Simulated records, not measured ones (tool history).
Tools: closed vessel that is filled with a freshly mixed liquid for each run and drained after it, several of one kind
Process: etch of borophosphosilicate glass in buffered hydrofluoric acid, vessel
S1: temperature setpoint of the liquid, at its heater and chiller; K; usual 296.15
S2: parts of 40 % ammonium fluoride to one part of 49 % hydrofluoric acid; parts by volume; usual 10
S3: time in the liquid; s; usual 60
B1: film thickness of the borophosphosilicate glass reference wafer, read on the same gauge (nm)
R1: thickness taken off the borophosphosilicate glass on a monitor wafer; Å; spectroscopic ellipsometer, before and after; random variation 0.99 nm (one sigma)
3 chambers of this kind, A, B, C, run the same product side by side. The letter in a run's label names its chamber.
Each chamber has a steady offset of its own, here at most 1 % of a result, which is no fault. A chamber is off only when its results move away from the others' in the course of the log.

{"hour": 0.4, "done": "chamber B: thermometer replaced"}
{"run": "1C", "hour": 4.3, "S1": 296.15, "S2": 10, "S3": 60, "B1": 80.049, "R1": 1111.6}
{"run": "2A", "hour": 13.9, "S1": 296.15, "S2": 10, "S3": 60, "B1": 80.047, "R1": 1099}
{"run": "3B", "hour": 19.0, "S1": 296.15, "S2": 10, "S3": 60, "B1": 79.983, "R1": 1111.2}
{"run": "4C", "hour": 27.6, "S1": 296.15, "S2": 10, "S3": 60, "B1": 80.02, "R1": 1085.1}
{"run": "5B", "hour": 36.4, "S1": 296.15, "S2": 10, "S3": 60, "B1": 80.017, "R1": 1092.7}
{"run": "6A", "hour": 41.0, "S1": 296.15, "S2": 10, "S3": 60, "B1": 80.02, "R1": 1084.7}
{"run": "7C", "hour": 45.8, "S1": 296.15, "S2": 10, "S3": 60, "B1": 79.954, "R1": 1114}
{"run": "8A", "hour": 52.5, "S1": 296.15, "S2": 10, "S3": 60, "B1": 80.015, "R1": 1083}
{"run": "9B", "hour": 56.7, "S1": 296.15, "S2": 10, "S3": 60, "B1": 80.001, "R1": 1117.8}
{"run": "10B", "hour": 61.6, "S1": 296.15, "S2": 10, "S3": 60, "B1": 80.003, "R1": 1122.5}
{"run": "11A", "hour": 66.0, "S1": 296.15, "S2": 10, "S3": 60, "B1": 80.007, "R1": 1085.2}
{"run": "12C", "hour": 70.7, "S1": 296.15, "S2": 10, "S3": 60, "B1": 80.002, "R1": 1112.6}
{"run": "13B", "hour": 78.5, "S1": 296.15, "S2": 10, "S3": 60, "B1": 79.969, "R1": 1107.3}
{"run": "14C", "hour": 84.7, "S1": 296.15, "S2": 10, "S3": 90, "B1": 80.041, "R1": 1646.8}
{"run": "15A", "hour": 89.0, "S1": 296.15, "S2": 10, "S3": 90, "B1": 80.051, "R1": 1627}
{"run": "16C", "hour": 94.8, "S1": 296.15, "S2": 10, "S3": 90, "B1": 79.963, "R1": 1652}
{"run": "17A", "hour": 101.3, "S1": 296.15, "S2": 10, "S3": 70, "B1": 80.001, "R1": 1271.6}
{"hour": 106.1, "done": "chamber A: hydrofluoric acid flow meter replaced"}
{"run": "18B", "hour": 110.2, "S1": 296.15, "S2": 10, "S3": 70, "B1": 80.011, "R1": 1262.2}
{"run": "19A", "hour": 117.2, "S1": 296.15, "S2": 10, "S3": 70, "B1": 79.982, "R1": 1288.2}
{"run": "20C", "hour": 125.4, "S1": 296.15, "S2": 10, "S3": 60, "B1": 79.978, "R1": 1098.5}
{"run": "21B", "hour": 134.0, "S1": 296.15, "S2": 10, "S3": 60, "B1": 79.999, "R1": 1050.1}
{"run": "22C", "hour": 140.5, "S1": 296.15, "S2": 6, "S3": 60, "B1": 80.03, "R1": 1788.5}
{"run": "23A", "hour": 147.8, "S1": 296.15, "S2": 6, "S3": 60, "B1": 79.979, "R1": 1751.8}
{"hour": 153.1, "done": "chamber C: hydrofluoric acid flow meter replaced"}
{"run": "24B", "hour": 155.2, "S1": 296.15, "S2": 6, "S3": 60, "B1": 80.003, "R1": 1713.7}
{"run": "25C", "hour": 163.5, "S1": 296.15, "S2": 10, "S3": 60, "B1": 79.995, "R1": 1115}
{"run": "26B", "hour": 169.0, "S1": 296.15, "S2": 10, "S3": 60, "B1": 79.986, "R1": 1026.5}
{"run": "27A", "hour": 178.0, "S1": 296.15, "S2": 10, "S3": 60, "B1": 80.015, "R1": 1083.6}

What goes on in this fleet: one chamber off, a drifting gauge, or nothing beyond the chambers' own small offsets? Name the chamber and the cause, if any.

Chamber B drifts away from the others.
Cause: hydrofluoric acid flow below the setpoint (%) = 8.45.
The log may not tell that from: liquid colder than its thermometer reads (K).

Here are 4 candidates for chamber B's next run, each the usual settings with a change, their results left as question marks. Which one brings its results back in line with what the others give on the usual settings?
In line means no further than this from the other chambers' mean on the usual settings: R1 35 Å
{"run": "28B-1", "hour": 184.9, "S1": 295.65, "S2": 10.5, "S3": 60, "R1": "?"}
{"run": "28B-2", "hour": 184.9, "S1": 297.65, "S2": 10, "S3": 60, "R1": "?"}
{"run": "28B-3", "hour": 184.9, "S1": 295.15, "S2": 11, "S3": 60, "R1": "?"}
{"run": "28B-4", "hour": 184.9, "S1": 296.15, "S2": 10, "S3": 70, "R1": "?"}

The other chambers' mean on the usual settings: R1 1098.5 Å
run=28B-1 R1=945.08
run=28B-2 R1=1103.7
run=28B-3 R1=878.88
run=28B-4 R1=1188.8
28B-2 brings the chamber back in line.
